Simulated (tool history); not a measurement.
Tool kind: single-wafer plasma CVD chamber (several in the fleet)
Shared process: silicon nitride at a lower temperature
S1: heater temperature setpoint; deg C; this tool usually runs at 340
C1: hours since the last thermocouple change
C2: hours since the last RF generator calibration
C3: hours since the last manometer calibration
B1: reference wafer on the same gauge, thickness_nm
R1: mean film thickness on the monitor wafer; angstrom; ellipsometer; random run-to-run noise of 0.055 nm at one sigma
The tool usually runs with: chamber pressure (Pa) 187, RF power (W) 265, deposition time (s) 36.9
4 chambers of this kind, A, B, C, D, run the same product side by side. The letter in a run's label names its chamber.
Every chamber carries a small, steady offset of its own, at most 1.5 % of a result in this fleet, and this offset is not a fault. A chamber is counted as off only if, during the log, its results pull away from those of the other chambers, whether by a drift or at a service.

{"run": "1D", "hour": 8.1, "S1": 340, "chamber pressure (Pa)": 187, "RF power (W)": 265, "deposition time (s)": 36.9, "C1": 1008.7, "C2": 692.9, "C3": 1071.7, "B1": 35.507, "R1": 385.0}
{"run": "2B", "hour": 22.2, "S1": 340, "chamber pressure (Pa)": 187, "RF power (W)": 265, "deposition time (s)": 36.9, "C1": 548.2, "C2": 1981.6, "C3": 1921.2, "B1": 35.48, "R1": 386.24}
{"run": "3A", "hour": 33.8, "S1": 340, "chamber pressure (Pa)": 187, "RF power (W)": 265, "deposition time (s)": 36.9, "C1": 1498.4, "C2": 888.8, "C3": 200.8, "B1": 35.471, "R1": 388.46}
{"hour": 44.1, "done": "chamber B: RF generator calibrated"}
{"run": "4C", "hour": 47.6, "S1": 340, "chamber pressure (Pa)": 187, "RF power (W)": 265, "deposition time (s)": 36.9, "C1": 230.4, "C2": 563.4, "C3": 1935.3, "B1": 35.482, "R1": 385.37}
{"run": "5A", "hour": 55.5, "S1": 340, "chamber pressure (Pa)": 187, "RF power (W)": 265, "deposition time (s)": 36.9, "C1": 1520.1, "C2": 910.5, "C3": 222.5, "B1": 35.477, "R1": 389.38}
{"run": "6D", "hour": 63.5, "S1": 340, "chamber pressure (Pa)": 187, "RF power (W)": 265, "deposition time (s)": 36.9, "C1": 1064.1, "C2": 748.3, "C3": 1127.1, "B1": 35.476, "R1": 384.67}
{"hour": 66.7, "done": "chamber C: capacitance manometer re-zeroed and calibrated"}
{"run": "7B", "hour": 78.9, "S1": 332, "chamber pressure (Pa)": 187, "RF power (W)": 285, "deposition time (s)": 36.9, "C1": 604.9, "C2": 34.9, "C3": 1977.9, "B1": 35.471, "R1": 405.98}
{"run": "8C", "hour": 94.0, "S1": 332, "chamber pressure (Pa)": 187, "RF power (W)": 285, "deposition time (s)": 36.9, "C1": 276.8, "C2": 609.8, "C3": 27.3, "B1": 35.461, "R1": 405.9}
{"run": "9B", "hour": 106.0, "S1": 332, "chamber pressure (Pa)": 187, "RF power (W)": 285, "deposition time (s)": 36.9, "C1": 632.0, "C2": 62.0, "C3": 2005.0, "B1": 35.45, "R1": 406.68}
{"run": "10C", "hour": 118.7, "S1": 332, "chamber pressure (Pa)": 187, "RF power (W)": 285, "deposition time (s)": 36.9, "C1": 301.5, "C2": 634.5, "C3": 52.0, "B1": 35.448, "R1": 406.2}
{"run": "11A", "hour": 132.4, "S1": 340, "chamber pressure (Pa)": 187, "RF power (W)": 265, "deposition time (s)": 36.9, "C1": 1597.0, "C2": 987.4, "C3": 299.4, "B1": 35.441, "R1": 388.14}
{"run": "12D", "hour": 146.1, "S1": 340, "chamber pressure (Pa)": 187, "RF power (W)": 265, "deposition time (s)": 36.9, "C1": 1146.7, "C2": 830.9, "C3": 1209.7, "B1": 35.438, "R1": 384.41}
{"run": "13D", "hour": 160.8, "S1": 340, "chamber pressure (Pa)": 187, "RF power (W)": 265, "deposition time (s)": 36.9, "C1": 1161.4, "C2": 845.6, "C3": 1224.4, "B1": 35.434, "R1": 383.56}
{"run": "14C", "hour": 174.6, "S1": 331, "chamber pressure (Pa)": 187, "RF power (W)": 265, "deposition time (s)": 36.9, "C1": 357.4, "C2": 690.4, "C3": 107.9, "B1": 35.435, "R1": 386.02}
{"run": "15B", "hour": 186.2, "S1": 331, "chamber pressure (Pa)": 187, "RF power (W)": 265, "deposition time (s)": 36.9, "C1": 712.2, "C2": 142.2, "C3": 2085.2, "B1": 35.41, "R1": 386.75}
{"run": "16A", "hour": 201.5, "S1": 331, "chamber pressure (Pa)": 187, "RF power (W)": 265, "deposition time (s)": 36.9, "C1": 1666.1, "C2": 1056.5, "C3": 368.5, "B1": 35.405, "R1": 390.34}
{"run": "17B", "hour": 209.0, "S1": 331, "chamber pressure (Pa)": 187, "RF power (W)": 265, "deposition time (s)": 36.9, "C1": 735.0, "C2": 165.0, "C3": 2108.0, "B1": 35.407, "R1": 386.12}
{"run": "18A", "hour": 224.1, "S1": 340, "chamber pressure (Pa)": 187, "RF power (W)": 265, "deposition time (s)": 36.9, "C1": 1688.7, "C2": 1079.1, "C3": 391.1, "B1": 35.408, "R1": 388.2}
{"run": "19D", "hour": 236.3, "S1": 340, "chamber pressure (Pa)": 187, "RF power (W)": 265, "deposition time (s)": 36.9, "C1": 1236.9, "C2": 921.1, "C3": 1299.9, "B1": 35.398, "R1": 383.28}
{"run": "20C", "hour": 246.6, "S1": 340, "chamber pressure (Pa)": 187, "RF power (W)": 265, "deposition time (s)": 36.9, "C1": 429.4, "C2": 762.4, "C3": 179.9, "B1": 35.387, "R1": 384.89}
{"run": "21B", "hour": 262.7, "S1": 340, "chamber pressure (Pa)": 187, "RF power (W)": 265, "deposition time (s)": 36.9, "C1": 788.7, "C2": 218.7, "C3": 2161.7, "B1": 35.397, "R1": 385.21}
{"run": "22D", "hour": 276.9, "S1": 340, "chamber pressure (Pa)": 187, "RF power (W)": 265, "deposition time (s)": 36.9, "C1": 1277.5, "C2": 961.7, "C3": 1340.5, "B1": 35.368, "R1": 383.61}
{"run": "23C", "hour": 288.4, "S1": 340, "chamber pressure (Pa)": 187, "RF power (W)": 265, "deposition time (s)": 29.8, "C1": 471.2, "C2": 804.2, "C3": 221.7, "B1": 35.378, "R1": 309.44}
{"run": "24A", "hour": 300.7, "S1": 340, "chamber pressure (Pa)": 187, "RF power (W)": 265, "deposition time (s)": 29.8, "C1": 1765.3, "C2": 1155.7, "C3": 467.7, "B1": 35.351, "R1": 313.4}
{"run": "25C", "hour": 309.4, "S1": 340, "chamber pressure (Pa)": 187, "RF power (W)": 265, "deposition time (s)": 29.8, "C1": 492.2, "C2": 825.2, "C3": 242.7, "B1": 35.384, "R1": 310.0}
{"run": "26A", "hour": 324.9, "S1": 340, "chamber pressure (Pa)": 187, "RF power (W)": 265, "deposition time (s)": 29.8, "C1": 1789.5, "C2": 1179.9, "C3": 491.9, "B1": 35.368, "R1": 313.66}
{"run": "27D", "hour": 333.0, "S1": 340, "chamber pressure (Pa)": 187, "RF power (W)": 265, "deposition time (s)": 36.9, "C1": 1333.6, "C2": 1017.8, "C3": 1396.6, "B1": 35.357, "R1": 383.46}
{"run": "28B", "hour": 344.6, "S1": 340, "chamber pressure (Pa)": 187, "RF power (W)": 265, "deposition time (s)": 36.9, "C1": 870.6, "C2": 300.6, "C3": 2243.6, "B1": 35.343, "R1": 384.38}
{"run": "29B", "hour": 359.6, "S1": 340, "chamber pressure (Pa)": 187, "RF power (W)": 265, "deposition time (s)": 36.9, "C1": 885.6, "C2": 315.6, "C3": 2258.6, "B1": 35.345, "R1": 384.53}
{"run": "30D", "hour": 370.5, "S1": 340, "chamber pressure (Pa)": 187, "RF power (W)": 265, "deposition time (s)": 36.9, "C1": 1371.1, "C2": 1055.3, "C3": 1434.1, "B1": 35.338, "R1": 382.78}
{"run": "31C", "hour": 378.4, "S1": 340, "chamber pressure (Pa)": 187, "RF power (W)": 265, "deposition time (s)": 36.9, "C1": 561.2, "C2": 894.2, "C3": 311.7, "B1": 35.319, "R1": 384.78}
{"run": "32A", "hour": 386.7, "S1": 340, "chamber pressure (Pa)": 187, "RF power (W)": 265, "deposition time (s)": 36.9, "C1": 1851.3, "C2": 1241.7, "C3": 553.7, "B1": 35.317, "R1": 387.19}
{"run": "33D", "hour": 398.6, "S1": 340, "chamber pressure (Pa)": 187, "RF power (W)": 225, "deposition time (s)": 36.9, "C1": 1399.2, "C2": 1083.4, "C3": 1462.2, "B1": 35.317, "R1": 341.11}
{"run": "34B", "hour": 414.4, "S1": 340, "chamber pressure (Pa)": 187, "RF power (W)": 225, "deposition time (s)": 36.9, "C1": 940.4, "C2": 370.4, "C3": 2313.4, "B1": 35.298, "R1": 342.05}
{"run": "35A", "hour": 427.2, "S1": 340, "chamber pressure (Pa)": 187, "RF power (W)": 225, "deposition time (s)": 36.9, "C1": 1891.8, "C2": 1282.2, "C3": 594.2, "B1": 35.316, "R1": 346.19}
{"run": "36C", "hour": 440.7, "S1": 340, "chamber pressure (Pa)": 187, "RF power (W)": 225, "deposition time (s)": 36.9, "C1": 623.5, "C2": 956.5, "C3": 374.0, "B1": 35.3, "R1": 342.07}
{"run": "37D", "hour": 447.7, "S1": 340, "chamber pressure (Pa)": 187, "RF power (W)": 265, "deposition time (s)": 36.9, "C1": 1448.3, "C2": 1132.5, "C3": 1511.3, "B1": 35.295, "R1": 382.97}
{"run": "38A", "hour": 462.3, "S1": 340, "chamber pressure (Pa)": 187, "RF power (W)": 265, "deposition time (s)": 36.9, "C1": 1926.9, "C2": 1317.3, "C3": 629.3, "B1": 35.309, "R1": 386.61}

What goes on in this fleet: one chamber off, a drifting gauge, or nothing beyond the chambers' own small offsets? Name the chamber and the cause, if any.

No chamber is off; the gauge reading every chamber's wafers drifts, which makes the whole fleet appear to move together.
Cause: gauge reads low (%) = 0.59.

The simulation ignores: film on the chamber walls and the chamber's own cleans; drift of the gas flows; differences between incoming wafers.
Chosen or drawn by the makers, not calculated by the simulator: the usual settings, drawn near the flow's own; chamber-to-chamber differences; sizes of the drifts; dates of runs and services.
